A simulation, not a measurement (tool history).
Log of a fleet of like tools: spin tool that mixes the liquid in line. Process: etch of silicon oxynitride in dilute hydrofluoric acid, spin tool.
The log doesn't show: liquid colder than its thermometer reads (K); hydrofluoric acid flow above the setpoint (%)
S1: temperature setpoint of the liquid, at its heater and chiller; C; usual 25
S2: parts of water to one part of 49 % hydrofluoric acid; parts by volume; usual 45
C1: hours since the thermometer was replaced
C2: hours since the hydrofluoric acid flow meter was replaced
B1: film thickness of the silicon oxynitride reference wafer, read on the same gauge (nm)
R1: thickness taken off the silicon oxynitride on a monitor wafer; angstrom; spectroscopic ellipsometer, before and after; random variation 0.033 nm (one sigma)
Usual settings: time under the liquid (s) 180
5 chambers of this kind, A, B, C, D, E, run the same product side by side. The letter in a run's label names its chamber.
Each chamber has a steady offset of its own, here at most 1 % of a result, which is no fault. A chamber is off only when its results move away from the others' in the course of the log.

Run 1C, day 0.517: usual settings; C1 267.5; C2 171.3; B1 39.99. Result: R1 87.868 angstrom.
Run 2D, day 1.083: usual settings; C1 1916.7; C2 852.5; B1 40.001. Result: R1 87.85 angstrom.
Run 3B, day 1.421: usual settings; C1 1104; C2 1285.1; B1 40.013. Result: R1 88.576 angstrom.
Run 4A, day 1.754: usual settings; C1 312.5; C2 224.5; B1 39.991. Result: R1 86.846 angstrom.
Run 5E, day 2.096: usual settings but S1 28 C, time under the liquid (s) 110; C1 1880.2; C2 858.8; B1 39.988. Result: R1 61.952 angstrom.
Run 6E, day 2.529: usual settings but S1 28 C, time under the liquid (s) 110; C1 1890.6; C2 869.2; B1 40.003. Result: R1 61.967 angstrom.
Run 7C, day 2.879: usual settings but S1 28 C, time under the liquid (s) 110; C1 324.2; C2 228; B1 39.991. Result: R1 61.913 angstrom.
Run 8D, day 3.304: usual settings but S1 28 C, time under the liquid (s) 110; C1 1970; C2 905.8; B1 39.984. Result: R1 61.675 angstrom.
Run 9A, day 3.679: usual settings but S1 28 C, time under the liquid (s) 110; C1 358.7; C2 270.7; B1 39.982. Result: R1 62.099 angstrom.
Run 10B, day 4.004: usual settings; C1 1166; C2 1347.1; B1 39.988. Result: R1 88.238 angstrom.
Run 11D, day 4.317: usual settings; C1 1994.3; C2 930.1; B1 40.012. Result: R1 87.658 angstrom.
Run 12C, day 4.683: usual settings; C1 367.5; C2 271.3; B1 40.005. Result: R1 87.639 angstrom.
Run 13E, day 5: usual settings; C1 1949.9; C2 928.5; B1 40.001. Result: R1 88.232 angstrom.
Run 14B, day 5.312: usual settings; C1 1197.4; C2 1378.5; B1 39.992. Result: R1 88.814 angstrom.
Run 15A, day 5.796: usual settings; C1 409.5; C2 321.5; B1 39.983. Result: R1 87.48 angstrom.
Run 16A, day 6.083: usual settings; C1 416.4; C2 328.4; B1 39.986. Result: R1 87.231 angstrom.
Run 17C, day 6.629: usual settings; C1 414.2; C2 318; B1 39.997. Result: R1 87.612 angstrom.
Run 18B, day 7.158: usual settings; C1 1241.7; C2 1422.8; B1 40.004. Result: R1 88.658 angstrom.
Run 19D, day 7.479: usual settings; C1 2070.2; C2 1006; B1 40.017. Result: R1 87.566 angstrom.
Run 20E, day 7.8: usual settings; C1 2017.1; C2 995.7; B1 39.971. Result: R1 87.975 angstrom.
Run 21A, day 8.279: usual settings; C1 469.1; C2 381.1; B1 40.008. Result: R1 87.242 angstrom.
Run 22E, day 8.762: usual settings; C1 2040.2; C2 1018.8; B1 40.016. Result: R1 88.024 angstrom.
Run 23C, day 9.171: usual settings; C1 475.2; C2 379; B1 39.997. Result: R1 87.418 angstrom.
At day 9.388: chamber E: thermometer replaced.
Run 24B, day 9.804: usual settings but S2 55 parts by volume; C1 1305.2; C2 1486.3; B1 39.99. Result: R1 70.994 angstrom.
Run 25D, day 10.408: usual settings but S2 55 parts by volume; C1 2140.5; C2 1076.3; B1 40.008. Result: R1 71.236 angstrom.
Run 26C, day 10.917: usual settings but S2 55 parts by volume; C1 517.1; C2 420.9; B1 40. Result: R1 71.615 angstrom.
Run 27E, day 11.467: usual settings but S2 55 parts by volume; C1 50; C2 1083.7; B1 40.012. Result: R1 71.276 angstrom.
Run 28B, day 11.971: usual settings but S2 55 parts by volume; C1 1357.2; C2 1538.3; B1 40.01. Result: R1 71.237 angstrom.
Run 29A, day 12.567: usual settings; C1 572; C2 484; B1 40.015. Result: R1 86.589 angstrom.
At day 12.708: chamber D: thermometer replaced.
Run 30D, day 13.071: usual settings; C1 8.7; C2 1140.2; B1 39.996. Result: R1 87.671 angstrom.
Run 31A, day 13.475: usual settings; C1 593.8; C2 505.8; B1 39.974. Result: R1 85.878 angstrom.
Run 32E, day 14.117: usual settings; C1 113.6; C2 1147.3; B1 40.014. Result: R1 88.083 angstrom.

Next, every chamber runs the same settings. What will each give?
Run 33A, day 14.596: usual settings but S1 26.5 C. Result: R1 ?.
Run 33B, day 14.596: usual settings but S1 26.5 C. Result: R1 ?.
Run 33C, day 14.596: usual settings but S1 26.5 C. Result: R1 ?.
Run 33D, day 14.596: usual settings but S1 26.5 C. Result: R1 ?.
Run 33E, day 14.596: usual settings but S1 26.5 C. Result: R1 ?.

run      R1
33A   91.85
33B  95.009
33C  94.313
33D  94.058
33E  94.753
